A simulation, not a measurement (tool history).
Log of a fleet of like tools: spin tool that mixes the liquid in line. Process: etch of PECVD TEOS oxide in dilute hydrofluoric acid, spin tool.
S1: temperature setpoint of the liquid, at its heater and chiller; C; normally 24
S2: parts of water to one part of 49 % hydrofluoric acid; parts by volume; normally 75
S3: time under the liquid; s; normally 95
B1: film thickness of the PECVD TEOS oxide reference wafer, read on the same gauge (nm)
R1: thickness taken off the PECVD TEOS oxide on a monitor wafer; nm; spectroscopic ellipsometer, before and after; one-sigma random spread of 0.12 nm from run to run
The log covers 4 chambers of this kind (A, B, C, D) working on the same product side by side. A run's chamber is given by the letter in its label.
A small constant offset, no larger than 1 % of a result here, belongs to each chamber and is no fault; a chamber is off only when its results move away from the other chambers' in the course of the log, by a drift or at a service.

run 1A hour=8.7 | S1=24 S2=75 S3=95 | B1=50.001 | R1=14.32
run 2B hour=21.4 | S1=24 S2=75 S3=95 | B1=49.982 | R1=14.458
run 3D hour=28.1 | S1=24 S2=75 S3=95 | B1=50.015 | R1=14.444
run 4C hour=40.4 | S1=24 S2=75 S3=95 | B1=50.017 | R1=14.365
run 5D hour=51.8 | S1=24 S2=75 S3=95 | B1=49.99 | R1=14.809
run 6A hour=61.2 | S1=24 S2=75 S3=95 | B1=50 | R1=14.258
run 7B hour=68.7 | S1=24 S2=75 S3=95 | B1=50.014 | R1=14.565
run 8C hour=74.8 | S1=27 S2=75 S3=95 | B1=50.014 | R1=16.75
run 9C hour=86.5 | S1=27 S2=75 S3=95 | B1=50.007 | R1=16.869
run 10B hour=97.6 | S1=27 S2=75 S3=95 | B1=49.998 | R1=16.634
run 11D hour=106.9 | S1=27 S2=75 S3=95 | B1=49.979 | R1=16.289
run 12A hour=115.6 | S1=19.5 S2=35 S3=95 | B1=50.015 | R1=26.906
run 13A hour=123.5 | S1=19.5 S2=35 S3=95 | B1=49.997 | R1=27.039
-- hour=130.8 chamber A: thermometer replaced
run 14C hour=134.1 | S1=19.5 S2=35 S3=95 | B1=49.994 | R1=27.733
run 15B hour=140.6 | S1=19.5 S2=35 S3=95 | B1=50.005 | R1=26.939
run 16D hour=146.7 | S1=24 S2=75 S3=95 | B1=50.007 | R1=14.51
run 17B hour=158.7 | S1=24 S2=75 S3=95 | B1=49.98 | R1=14.622
run 18D hour=168.7 | S1=24 S2=75 S3=95 | B1=50.002 | R1=14.619
run 19A hour=175.8 | S1=24 S2=75 S3=95 | B1=50.001 | R1=14.347
run 20C hour=184.6 | S1=24 S2=75 S3=95 | B1=49.992 | R1=14.999
run 21C hour=194.7 | S1=24 S2=75 S3=95 | B1=49.989 | R1=15.068
run 22D hour=201.6 | S1=24 S2=75 S3=95 | B1=49.991 | R1=14.734
run 23B hour=207.9 | S1=24 S2=75 S3=95 | B1=49.993 | R1=14.745
run 24A hour=214.3 | S1=24 S2=75 S3=95 | B1=50.007 | R1=14.404

All chambers now run identical settings, listed one chamber a line with results as question marks. What results will each chamber show?
run 25A hour=223.8 | S1=24 S2=75 S3=95 | R1=?
run 25B hour=223.8 | S1=24 S2=75 S3=95 | R1=?
run 25C hour=223.8 | S1=24 S2=75 S3=95 | R1=?
run 25D hour=223.8 | S1=24 S2=75 S3=95 | R1=?

run=25A R1=14.422
run=25B R1=14.802
run=25C R1=15.16
run=25D R1=14.792
